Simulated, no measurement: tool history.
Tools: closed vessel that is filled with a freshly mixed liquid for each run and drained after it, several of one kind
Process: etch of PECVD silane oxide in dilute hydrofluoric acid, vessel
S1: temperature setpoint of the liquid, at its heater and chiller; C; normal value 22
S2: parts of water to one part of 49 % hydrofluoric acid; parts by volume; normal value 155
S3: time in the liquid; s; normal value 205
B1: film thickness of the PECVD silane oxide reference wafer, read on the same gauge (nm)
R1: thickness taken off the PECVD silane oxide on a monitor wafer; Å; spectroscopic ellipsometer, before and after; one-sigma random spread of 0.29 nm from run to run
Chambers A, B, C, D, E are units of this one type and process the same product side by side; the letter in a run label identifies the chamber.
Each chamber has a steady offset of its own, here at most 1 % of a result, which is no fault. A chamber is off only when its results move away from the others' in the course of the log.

Run 1C, hour 5.6: usual settings; B1 69.966. Result: R1 503.09 Å.
Run 2A, hour 8.2: usual settings; B1 69.965. Result: R1 501.18 Å.
Run 3B, hour 13.6: usual settings; B1 69.995. Result: R1 495.38 Å.
Run 4D, hour 18: usual settings; B1 69.995. Result: R1 502.58 Å.
Run 5E, hour 22.6: usual settings; B1 69.999. Result: R1 500.75 Å.
Run 6E, hour 27.8: usual settings; B1 69.968. Result: R1 502.81 Å.
Run 7C, hour 33.1: usual settings; B1 70.038. Result: R1 507.96 Å.
Run 8D, hour 38.1: usual settings; B1 70.042. Result: R1 500.24 Å.
At hour 41.5: chamber C: hydrofluoric acid flow meter replaced.
Run 9B, hour 43.1: usual settings; B1 69.993. Result: R1 499.7 Å.
Run 10A, hour 47.6: usual settings but S1 20 C, S2 180 parts by volume; B1 70.004. Result: R1 389.58 Å.
Run 11E, hour 53: usual settings but S1 20 C, S2 180 parts by volume; B1 69.987. Result: R1 391.01 Å.
At hour 53.9: chamber E: hydrofluoric acid flow meter replaced.
Run 12A, hour 56: usual settings but S1 20 C, S2 180 parts by volume; B1 69.992. Result: R1 391.51 Å.
Run 13D, hour 61.6: usual settings but S1 20 C, S2 180 parts by volume; B1 69.987. Result: R1 389.39 Å.
Run 14C, hour 64.7: usual settings but S1 20 C, S2 180 parts by volume; B1 70.022. Result: R1 390.97 Å.
Run 15B, hour 67.5: usual settings; B1 69.983. Result: R1 496.66 Å.
Run 16B, hour 71.3: usual settings; B1 69.976. Result: R1 494.86 Å.
Run 17E, hour 75.6: usual settings; B1 70.013. Result: R1 502.73 Å.
Run 18C, hour 80: usual settings; B1 69.982. Result: R1 496.55 Å.
Run 19A, hour 83.2: usual settings; B1 70.004. Result: R1 503.82 Å.
Run 20D, hour 86.2: usual settings but S3 265 s; B1 69.992. Result: R1 646.51 Å.
Run 21A, hour 91.6: usual settings but S3 265 s; B1 69.976. Result: R1 651.18 Å.
Run 22D, hour 96.8: usual settings but S3 265 s; B1 70.008. Result: R1 652.86 Å.
Run 23B, hour 101.4: usual settings but S3 265 s; B1 70.033. Result: R1 637.05 Å.
Run 24C, hour 105.2: usual settings but S3 265 s; B1 70.008. Result: R1 639.33 Å.
Run 25E, hour 108.9: usual settings but S1 18.5 C, S3 245 s; B1 70.028. Result: R1 519.52 Å.
Run 26A, hour 112.7: usual settings but S1 18.5 C, S3 245 s; B1 69.995. Result: R1 523.49 Å.
Run 27D, hour 118.2: usual settings but S1 18.5 C, S3 245 s; B1 70.006. Result: R1 520.91 Å.
Run 28B, hour 121.5: usual settings but S1 18.5 C, S3 245 s; B1 69.987. Result: R1 520.33 Å.
Run 29C, hour 124.1: usual settings but S1 18.5 C, S3 245 s; B1 70.035. Result: R1 507.2 Å.
Run 30E, hour 126.8: usual settings; B1 69.96. Result: R1 499.15 Å.
Run 31D, hour 129.2: usual settings; B1 69.99. Result: R1 501.22 Å.
Run 32E, hour 131.9: usual settings; B1 69.987. Result: R1 502.28 Å.
Run 33C, hour 134.3: usual settings; B1 69.99. Result: R1 488.5 Å.
Run 34B, hour 136.9: usual settings but S1 26.5 C, S3 270 s; B1 70.017. Result: R1 777.81 Å.
Run 35A, hour 142.2: usual settings but S1 26.5 C, S3 270 s; B1 69.987. Result: R1 781.45 Å.
Run 36D, hour 144.8: usual settings but S1 26.5 C, S3 270 s; B1 69.975. Result: R1 786.57 Å.
Run 37E, hour 150.1: usual settings but S1 26.5 C, S3 270 s; B1 70.006. Result: R1 774.2 Å.
Run 38C, hour 153.8: usual settings but S1 26.5 C, S3 270 s; B1 70.007. Result: R1 754.02 Å.
Run 39A, hour 158.3: usual settings; B1 70.004. Result: R1 502.81 Å.
Run 40B, hour 163.7: usual settings; B1 70.001. Result: R1 495.14 Å.
Run 41E, hour 168.5: usual settings but S3 285 s; B1 69.981. Result: R1 700.07 Å.
Run 42B, hour 171.5: usual settings but S3 285 s; B1 69.979. Result: R1 691.06 Å.
Run 43D, hour 177.1: usual settings but S3 285 s; B1 70.017. Result: R1 701.01 Å.
Run 44C, hour 180.2: usual settings but S3 285 s; B1 70.002. Result: R1 656.23 Å.

Is one chamber off against the others, does the gauge drift, or is nothing wrong? If a chamber is off, say which, and what the likeliest cause is.

Little by little, chamber C moves away from the other chambers.
Most likely cause: liquid colder than its thermometer reads (K) = 1.9.
From this log alone, it may not be told apart from: hydrofluoric acid flow below the setpoint (%).

Chamber C could run next with any of the 4 candidate recipes listed below; each alters the usual settings, and their results appear as question marks. Which one brings its results back in line with what the other chambers deliver on the usual settings?
A result is in line if it is within this distance of the other chambers' mean on the usual settings: R1 10 Å
Run 45C-1, hour 184.2: usual settings but S2 165 parts by volume. Result: R1 ?.
Run 45C-2, hour 184.2: usual settings but S2 145 parts by volume, S3 220 s. Result: R1 ?.
Run 45C-3, hour 184.2: usual settings but S2 175 parts by volume. Result: R1 ?.
Run 45C-4, hour 184.2: usual settings but S2 150 parts by volume, S3 210 s. Result: R1 ?.

Mean of the other chambers on the usual settings: R1 501.47 Å
  run      R1
45C-1   434.2
45C-2  542.61
45C-3  404.88
45C-4  497.73
With 45C-4, the chamber falls back in line with the rest.
